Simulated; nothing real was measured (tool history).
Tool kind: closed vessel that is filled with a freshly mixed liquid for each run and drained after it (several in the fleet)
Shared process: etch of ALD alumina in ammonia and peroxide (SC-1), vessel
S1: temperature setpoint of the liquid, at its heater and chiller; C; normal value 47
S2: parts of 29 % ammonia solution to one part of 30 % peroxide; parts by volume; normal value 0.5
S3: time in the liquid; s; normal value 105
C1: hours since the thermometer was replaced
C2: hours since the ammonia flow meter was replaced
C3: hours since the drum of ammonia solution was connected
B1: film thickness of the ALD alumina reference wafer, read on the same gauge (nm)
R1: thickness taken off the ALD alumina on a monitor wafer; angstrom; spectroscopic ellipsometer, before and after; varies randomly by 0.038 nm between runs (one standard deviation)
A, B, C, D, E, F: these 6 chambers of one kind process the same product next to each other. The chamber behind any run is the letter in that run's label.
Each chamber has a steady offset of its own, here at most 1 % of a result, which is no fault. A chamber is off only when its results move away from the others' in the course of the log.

run	day	S1	S2	S3	C1	C2	C3	B1	R1
1C	0.3	47	0.5	105	722	999	950.5	79.942	42.184
2F	0.55	47	0.5	105	233.5	1936.9	134.9	79.982	41.556
# day 0.692: chamber E: ammonia flow meter replaced
3D	0.725	47	0.5	105	256.6	338.6	824.8	80.019	41.949
# day 1: chamber C: new drum of ammonia solution connected
4B	1.021	47	0.5	105	1603.3	1984.1	154.5	79.946	42.1
5A	1.279	47	0.5	105	399.8	1039.3	608.4	79.983	42.099
6E	1.504	47	0.5	105	782.4	19.6	492.9	80.015	41.649
7C	1.654	47	0.5	105	754.5	1031.5	15.7	79.992	41.495
8E	1.875	47	0.5	105	791.3	28.5	501.8	79.998	41.558
9F	2.079	47	0.5	105	270.2	1973.6	171.6	80.04	41.558
10D	2.3	47	0.5	105	294.4	376.4	862.6	79.988	41.608
11B	2.608	43.5	0.35	105	1641.4	2022.2	192.6	79.959	32.605
12A	2.8	43.5	0.35	105	436.3	1075.8	644.9	79.997	33.535
13F	2.979	43.5	0.35	105	291.8	1995.2	193.2	80	33.036
14E	3.229	43.5	0.35	105	823.8	61	534.3	79.984	32.941
15B	3.521	43.5	0.35	105	1663.3	2044.1	214.5	79.999	33.261
16C	3.817	43.5	0.35	105	806.4	1083.4	67.6	79.979	32.864
17D	3.988	47	0.5	105	334.9	416.9	903.1	79.974	41.829
18A	4.304	47	0.5	105	472.4	1111.9	681	79.99	42.111
19C	4.542	47	0.5	105	823.8	1100.8	85	79.999	41.958
20D	4.771	47	0.5	105	353.7	435.7	921.9	80.025	42.104
21E	4.992	47	0.5	105	866.1	103.3	576.6	79.996	41.607
22A	5.275	47	0.5	105	495.7	1135.2	704.3	80.007	41.772
23F	5.483	47	0.5	105	351.9	2055.3	253.3	79.973	41.566
# day 5.629: chamber B: thermometer replaced
24B	5.796	47	0.5	105	4.1	2098.7	269.1	79.998	42.198
25B	5.992	47	0.5	105	8.8	2103.4	273.8	80.027	41.986
# day 6.062: chamber B: ammonia flow meter replaced
# day 6.067: chamber F: ammonia flow meter replaced
26A	6.133	47	0.5	105	516.3	1155.8	724.9	79.992	42.1
27F	6.429	47	0.5	105	374.6	8.8	276	80.025	41.573
28E	6.746	47	0.5	105	908.2	145.4	618.7	79.983	41.533
29C	6.917	47	0.5	105	880.8	1157.8	142	80.029	41.832
30D	7.196	47	0.5	105	411.9	493.9	980.1	79.991	41.668
31A	7.425	47	0.5	105	547.3	1186.8	755.9	79.978	42.683
32C	7.625	47	0.5	105	897.8	1174.8	159	79.978	42.471
33B	7.888	47	0.5	105	54.3	43.9	319.3	80.01	42.176
34F	8.071	47	0.5	105	414	48.2	315.4	80.009	42.029
35E	8.358	47	0.5	105	946.9	184.1	657.4	79.98	41.432
36D	8.671	52.5	0.3	105	447.3	529.3	1015.5	80.001	54.002
37B	8.946	52.5	0.3	105	79.7	69.3	344.7	80.017	53.477
38F	9.1	52.5	0.3	105	438.7	72.9	340.1	79.987	54.373

Read the log: is a single chamber off, either drifting away or since a service, is the gauge that measures every chamber drifting, or is nothing wrong beyond small per-chamber offsets? Name any odd chamber and what most likely caused it.

Nothing is wrong: each chamber keeps only its own small, steady offset and the gauge holds still.
